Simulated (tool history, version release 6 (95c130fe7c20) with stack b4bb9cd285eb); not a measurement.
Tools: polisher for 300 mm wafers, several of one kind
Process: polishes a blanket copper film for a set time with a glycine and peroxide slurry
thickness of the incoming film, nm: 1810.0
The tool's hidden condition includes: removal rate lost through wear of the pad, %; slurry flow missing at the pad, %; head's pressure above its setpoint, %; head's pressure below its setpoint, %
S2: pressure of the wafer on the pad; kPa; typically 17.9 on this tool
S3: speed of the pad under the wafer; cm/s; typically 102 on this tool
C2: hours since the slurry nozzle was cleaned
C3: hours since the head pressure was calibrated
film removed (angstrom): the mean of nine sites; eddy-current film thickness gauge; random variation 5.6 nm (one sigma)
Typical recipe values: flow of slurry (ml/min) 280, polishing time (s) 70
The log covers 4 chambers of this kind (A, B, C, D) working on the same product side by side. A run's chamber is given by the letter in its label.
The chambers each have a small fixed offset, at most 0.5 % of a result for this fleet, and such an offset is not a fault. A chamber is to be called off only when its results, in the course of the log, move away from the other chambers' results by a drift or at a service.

Run 1B, hour 13.1: usual settings; wafers polished on this pad 280; C2 119.5; C3 412.8. Result: film removed (angstrom) 4307.0.
At hour 14.3: chamber B: head pressure recalibrated.
Run 2C, hour 27.3: usual settings; wafers polished on this pad 1354; C2 500.6; C3 54.7. Result: film removed (angstrom) 4412.4.
At hour 37.4: chamber C: worn pad replaced by a new one.
At hour 38.3: chamber A: worn pad replaced by a new one.
Run 3A, hour 41.2: usual settings; wafers polished on this pad 20; C2 125.6; C3 374.9. Result: film removed (angstrom) 4225.9.
Run 4D, hour 53.5: usual settings; wafers polished on this pad 1140; C2 136.5; C3 200.2. Result: film removed (angstrom) 4323.0.
Run 5B, hour 60.9: usual settings; wafers polished on this pad 610; C2 167.3; C3 46.7. Result: film removed (angstrom) 4373.2.
At hour 62.3: chamber D: worn pad replaced by a new one.
Run 6C, hour 67.9: usual settings; wafers polished on this pad 210; C2 541.2; C3 95.3. Result: film removed (angstrom) 4320.3.
Run 7D, hour 79.5: usual settings; wafers polished on this pad 118; C2 162.5; C3 226.2. Result: film removed (angstrom) 4318.0.
Run 8A, hour 94.1: usual settings; wafers polished on this pad 385; C2 178.5; C3 427.8. Result: film removed (angstrom) 4280.8.
Run 9A, hour 108.5: usual settings; wafers polished on this pad 485; C2 192.9; C3 442.2. Result: film removed (angstrom) 4250.8.
Run 10D, hour 116.2: usual settings; wafers polished on this pad 372; C2 199.2; C3 262.9. Result: film removed (angstrom) 4247.4.
At hour 127.1: chamber A: worn pad replaced by a new one.
Run 11B, hour 130.6: usual settings but S3 120 cm/s; wafers polished on this pad 1091; C2 237.0; C3 116.4. Result: film removed (angstrom) 4944.1.
Run 12C, hour 144.8: usual settings but S3 120 cm/s; wafers polished on this pad 741; C2 618.1; C3 172.2. Result: film removed (angstrom) 4936.2.
Run 13D, hour 155.4: usual settings but S3 120 cm/s; wafers polished on this pad 642; C2 238.4; C3 302.1. Result: film removed (angstrom) 5002.4.
Run 14A, hour 164.9: usual settings but S3 120 cm/s; wafers polished on this pad 261; C2 249.3; C3 498.6. Result: film removed (angstrom) 4996.0.
Run 15C, hour 175.7: usual settings; wafers polished on this pad 954; C2 649.0; C3 203.1. Result: film removed (angstrom) 4249.1.
Run 16B, hour 190.2: usual settings; wafers polished on this pad 1503; C2 296.6; C3 176.0. Result: film removed (angstrom) 4183.7.
Run 17B, hour 200.9: usual settings; wafers polished on this pad 1577; C2 307.3; C3 186.7. Result: film removed (angstrom) 4220.6.
Run 18D, hour 212.2: usual settings but S2 23.4 kPa, S3 86 cm/s; wafers polished on this pad 1034; C2 295.2; C3 358.9. Result: film removed (angstrom) 4641.4.
Run 19C, hour 222.1: usual settings but S2 23.4 kPa, S3 86 cm/s; wafers polished on this pad 1274; C2 695.4; C3 249.5. Result: film removed (angstrom) 4707.2.
At hour 226.4: chamber D: worn pad replaced by a new one.
At hour 229.0: chamber A: worn pad replaced by a new one.
Run 20A, hour 231.3: usual settings but S2 23.4 kPa, S3 86 cm/s; wafers polished on this pad 16; C2 315.7; C3 565.0. Result: film removed (angstrom) 4697.7.
Run 21B, hour 238.5: usual settings but S2 23.4 kPa, S3 86 cm/s; wafers polished on this pad 1836; C2 344.9; C3 224.3. Result: film removed (angstrom) 4537.0.
Run 22A, hour 253.0: usual settings; wafers polished on this pad 165; C2 337.4; C3 586.7. Result: film removed (angstrom) 4333.3.
At hour 256.6: chamber C: worn pad replaced by a new one.
Run 23C, hour 263.7: usual settings but S2 13.1 kPa; wafers polished on this pad 49; C2 737.0; C3 291.1. Result: film removed (angstrom) 3322.5.
Run 24D, hour 271.2: usual settings but S2 13.1 kPa; wafers polished on this pad 309; C2 354.2; C3 417.9. Result: film removed (angstrom) 3441.7.
At hour 275.9: chamber A: slurry nozzle cleaned.
Run 25A, hour 280.3: usual settings but S2 13.1 kPa; wafers polished on this pad 354; C2 4.5; C3 614.0. Result: film removed (angstrom) 3354.5.
At hour 286.2: chamber C: slurry nozzle cleaned.
Run 26D, hour 293.9: usual settings but S2 13.1 kPa; wafers polished on this pad 466; C2 376.9; C3 440.6. Result: film removed (angstrom) 3324.4.
Run 27C, hour 300.9: usual settings; wafers polished on this pad 305; C2 14.7; C3 328.3. Result: film removed (angstrom) 4236.6.
At hour 311.3: chamber B: slurry nozzle cleaned.
Run 28B, hour 313.6: usual settings but flow of slurry (ml/min) 220; wafers polished on this pad 2354; C2 2.4; C3 299.4. Result: film removed (angstrom) 3971.4.
At hour 318.4: chamber A: worn pad replaced by a new one.
Run 29D, hour 322.9: usual settings but flow of slurry (ml/min) 220; wafers polished on this pad 666; C2 405.9; C3 469.6. Result: film removed (angstrom) 4170.1.
Run 30B, hour 335.5: usual settings but flow of slurry (ml/min) 220; wafers polished on this pad 2506; C2 24.3; C3 321.3. Result: film removed (angstrom) 3845.3.
Run 31C, hour 344.0: usual settings but flow of slurry (ml/min) 220; wafers polished on this pad 603; C2 57.8; C3 371.4. Result: film removed (angstrom) 4154.2.
Run 32A, hour 350.8: usual settings; wafers polished on this pad 224; C2 75.0; C3 684.5. Result: film removed (angstrom) 4308.9.
Run 33C, hour 362.6: usual settings; wafers polished on this pad 731; C2 76.4; C3 390.0. Result: film removed (angstrom) 4272.6.
Run 34A, hour 375.9: usual settings; wafers polished on this pad 397; C2 100.1; C3 709.6. Result: film removed (angstrom) 4376.6.
Run 35B, hour 382.5: usual settings but S3 134 cm/s, polishing time (s) 90; wafers polished on this pad 2830; C2 71.3; C3 368.3. Result: film removed (angstrom) 6277.0.
Run 36D, hour 392.2: usual settings but S3 134 cm/s, polishing time (s) 90; wafers polished on this pad 1144; C2 475.2; C3 538.9. Result: film removed (angstrom) 7076.5.
Run 37D, hour 399.6: usual settings but S3 134 cm/s, polishing time (s) 90; wafers polished on this pad 1195; C2 482.6; C3 546.3. Result: film removed (angstrom) 6922.0.
Run 38A, hour 408.6: usual settings but S3 134 cm/s, polishing time (s) 90; wafers polished on this pad 622; C2 132.8; C3 742.3. Result: film removed (angstrom) 7038.4.
At hour 415.1: chamber D: worn pad replaced by a new one.
Run 39C, hour 418.8: usual settings but S2 20.7 kPa, polishing time (s) 61; wafers polished on this pad 1119; C2 132.6; C3 446.2. Result: film removed (angstrom) 4267.2.
At hour 426.7: chamber A: worn pad replaced by a new one.
Run 40B, hour 429.7: usual settings but S2 20.7 kPa, polishing time (s) 61; wafers polished on this pad 3156; C2 118.5; C3 415.5. Result: film removed (angstrom) 3783.3.
At hour 436.6: chamber A: head pressure recalibrated.
Run 41A, hour 437.6: usual settings but S2 20.7 kPa, polishing time (s) 61; wafers polished on this pad 75; C2 161.8; C3 1.0. Result: film removed (angstrom) 4331.5.
At hour 439.6: chamber B: head pressure recalibrated.
Run 42B, hour 447.4: usual settings but S2 20.7 kPa, polishing time (s) 61; wafers polished on this pad 3278; C2 136.2; C3 7.9. Result: film removed (angstrom) 3777.8.
At hour 448.4: chamber D: slurry nozzle cleaned.
Run 43D, hour 459.0: usual settings; wafers polished on this pad 303; C2 10.7; C3 605.7. Result: film removed (angstrom) 4280.1.

Is one chamber out of step, is the gauge drifting, or do the chambers differ by no more than their own small offsets? For an off chamber, give its letter and the likeliest cause.

One chamber, B, drifts off from the rest bit by bit.
What lies behind it: removal rate lost through wear of the pad, % = 12.1.

Here are 4 candidates for chamber B's next run, each the usual settings with a change, their results left as question marks. Which one brings its results back in line with what the others give on the usual settings?
In line here means within this much of the mean the other chambers give on the usual settings: film removed (angstrom) 200.0
Run 44B-1, hour 469.5: usual settings but S3 108 cm/s, polishing time (s) 75. Result: film removed (angstrom) ?.
Run 44B-2, hour 469.5: usual settings but flow of slurry (ml/min) 275, S2 16.5 kPa, S3 94 cm/s, polishing time (s) 64. Result: film removed (angstrom) ?.
Run 44B-3, hour 469.5: usual settings but flow of slurry (ml/min) 275, S3 86 cm/s. Result: film removed (angstrom) ?.
Run 44B-4, hour 469.5: usual settings but flow of slurry (ml/min) 290, S3 128 cm/s. Result: film removed (angstrom) ?.

The other chambers' mean on the usual settings: film removed (angstrom) 4316.2
  run  film removed (angstrom)
44B-1                   4303.6
44B-2                   3071.1
44B-3                   3340.9
44B-4                   4641.0
44B-1 puts the chamber back in line with the other chambers.
